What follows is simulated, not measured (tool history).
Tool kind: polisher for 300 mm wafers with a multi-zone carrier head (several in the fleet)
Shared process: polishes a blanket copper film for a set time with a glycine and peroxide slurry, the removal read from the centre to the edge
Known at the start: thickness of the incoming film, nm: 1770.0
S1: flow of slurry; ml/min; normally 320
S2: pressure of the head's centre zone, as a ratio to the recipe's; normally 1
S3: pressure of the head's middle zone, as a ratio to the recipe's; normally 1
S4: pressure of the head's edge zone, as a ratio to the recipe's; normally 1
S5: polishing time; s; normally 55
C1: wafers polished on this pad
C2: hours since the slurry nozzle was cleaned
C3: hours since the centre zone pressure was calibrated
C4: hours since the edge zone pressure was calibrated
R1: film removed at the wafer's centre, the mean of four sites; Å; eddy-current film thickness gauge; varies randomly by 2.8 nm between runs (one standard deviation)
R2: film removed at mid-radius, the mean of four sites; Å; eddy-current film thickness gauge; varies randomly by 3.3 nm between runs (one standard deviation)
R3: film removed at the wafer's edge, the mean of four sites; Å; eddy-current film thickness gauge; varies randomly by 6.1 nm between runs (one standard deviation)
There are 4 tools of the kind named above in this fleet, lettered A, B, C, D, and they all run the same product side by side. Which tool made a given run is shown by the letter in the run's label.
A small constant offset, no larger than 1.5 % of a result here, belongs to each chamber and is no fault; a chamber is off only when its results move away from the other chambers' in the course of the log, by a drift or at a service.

run   hour   S1    S2    S3  S4  S5    C1     C2      C3     C4      R1      R2      R3
 1B      5  320     1     1   1  55   517  236.8   936.7  169.5  4063.2  4140.3  4095.1
       9.2  -- chamber A: worn pad replaced by a new one
 2A    9.8  320     1     1   1  55     5  594.7   339.9  373.8  4016.8    4121  3981.9
 3D     13  320     1     1   1  55   852  255.7   587.4     77  4104.6  4149.2  4043.8
      15.4  -- chamber C: worn pad replaced by a new one
 4C   17.5  320     1     1   1  55    17   72.8   793.7   81.1  4061.1  4074.1  3956.4
 5C   20.4  275     1     1   1  55    42   75.7   796.6     84  3973.8    4053  3931.9
 6B   23.6  275     1     1   1  55   672  255.4   955.3  188.1  3981.5  4038.4  4004.8
      23.7  -- chamber D: worn pad replaced by a new one
 7A   27.3  275     1     1   1  55   151  612.2   357.4  391.3  3969.8    4035  3977.2
 8D   30.4  275     1     1   1  55    56  273.1   604.8   94.4  4055.6  4045.5  4071.1
 9A   34.8  320     1     1   1  55   214  619.7   364.9  398.8  4008.6  4191.7  4030.6
10B     39  320  1.04  0.92   1  55   801  270.8   970.7  203.5  4231.1  3748.5  4207.8
11D     42  320  1.04  0.92   1  55   153  284.7   616.4    106  4291.5  3775.6  4160.1
12C     45  320  1.04  0.92   1  55   247  100.3   821.2  108.6  4236.8  3766.6  4070.1
13B   47.9  320  1.04  0.92   1  55   875  279.7   979.6  212.4  4136.8  3747.6  4035.2
14C   50.6  320     1     1   1  55   294  105.9   826.8  114.2  4094.7  3997.8  4119.7
15A   54.9  320     1     1   1  55   382  639.8     385  418.9  4015.7  4125.7  4045.1
      55.7  -- chamber A: slurry nozzle cleaned
16D   58.1  320     1     1   1  55   287  300.8   632.5  122.1  4120.1  4123.4    4219
17D   61.2  320     1     1   1  55   313  303.9   635.6  125.2  4168.3  4170.4  4171.8
18C   63.5  320     1     1   1  55   402  118.8   839.7  127.1  4120.4  4059.9  4047.6
19B   65.7  320     1     1   1  55  1024  297.5   997.4  230.2  3925.3  3950.1  4001.3
20A   69.3  320     1     1   1  55   502   13.7   399.4  433.3  4069.9  4161.5  4079.8
21B   72.4  320     1     1   1  55  1080  304.2  1004.1  236.9  3867.3  3983.8  4039.3
22C   75.7  320     1     1   1  55   504    131   851.9  139.3  4100.5  4032.3  4027.2
      78.2  -- chamber C: worn pad replaced by a new one
23A   79.8  320     1     1   1  55   590   24.2   409.9  443.8  4025.3  4045.9  4090.9
24D   84.9  320     1     1   1  55   511  327.6   659.3  148.9  4060.3  4101.2  4093.9
25B   89.3  320     1     1   1  55  1221  321.1    1021  253.8  3821.5  3859.3  3926.4
26D   91.9  320     1     1   1  38   570  334.6   666.3  155.9  2868.2  2848.6  2855.3
27C   94.8  320     1     1   1  38   139  150.1     871  158.4  2813.9  2812.9  2788.1
28A   98.1  320     1     1   1  38   742   42.5   428.2  462.1  2768.1  2894.6  2791.7
29C  102.4  320     1     1   1  38   202  157.7   878.6    166  2825.7  2840.8  2787.2
30D  105.5  320     1     1   1  55   683  348.2   679.9  169.5  4123.4  4066.9  4126.4
31A  107.9  320     1     1   1  55   824   52.3     438  471.9  4020.3    4172    4072
32B  111.9  320     1     1   1  55  1410  343.7  1043.6  276.4  3738.9  3814.5  3825.5

Next, all 4 chambers run the settings below, one line each with question marks for the results. What does each chamber give?
33A  115.6  320   1   1  0.89  55                   ?   ?   ?
33B  115.6  320   1   1  0.89  55                   ?   ?   ?
33C  115.6  320   1   1  0.89  55                   ?   ?   ?
33D  115.6  320   1   1  0.89  55                   ?   ?   ?

run      R1      R2      R3
33A  4006.6  4097.2  3802.5
33B  3750.3  3831.7  3594.4
33C    4109  4025.5  3803.5
33D  4083.4  4116.4  3823.6
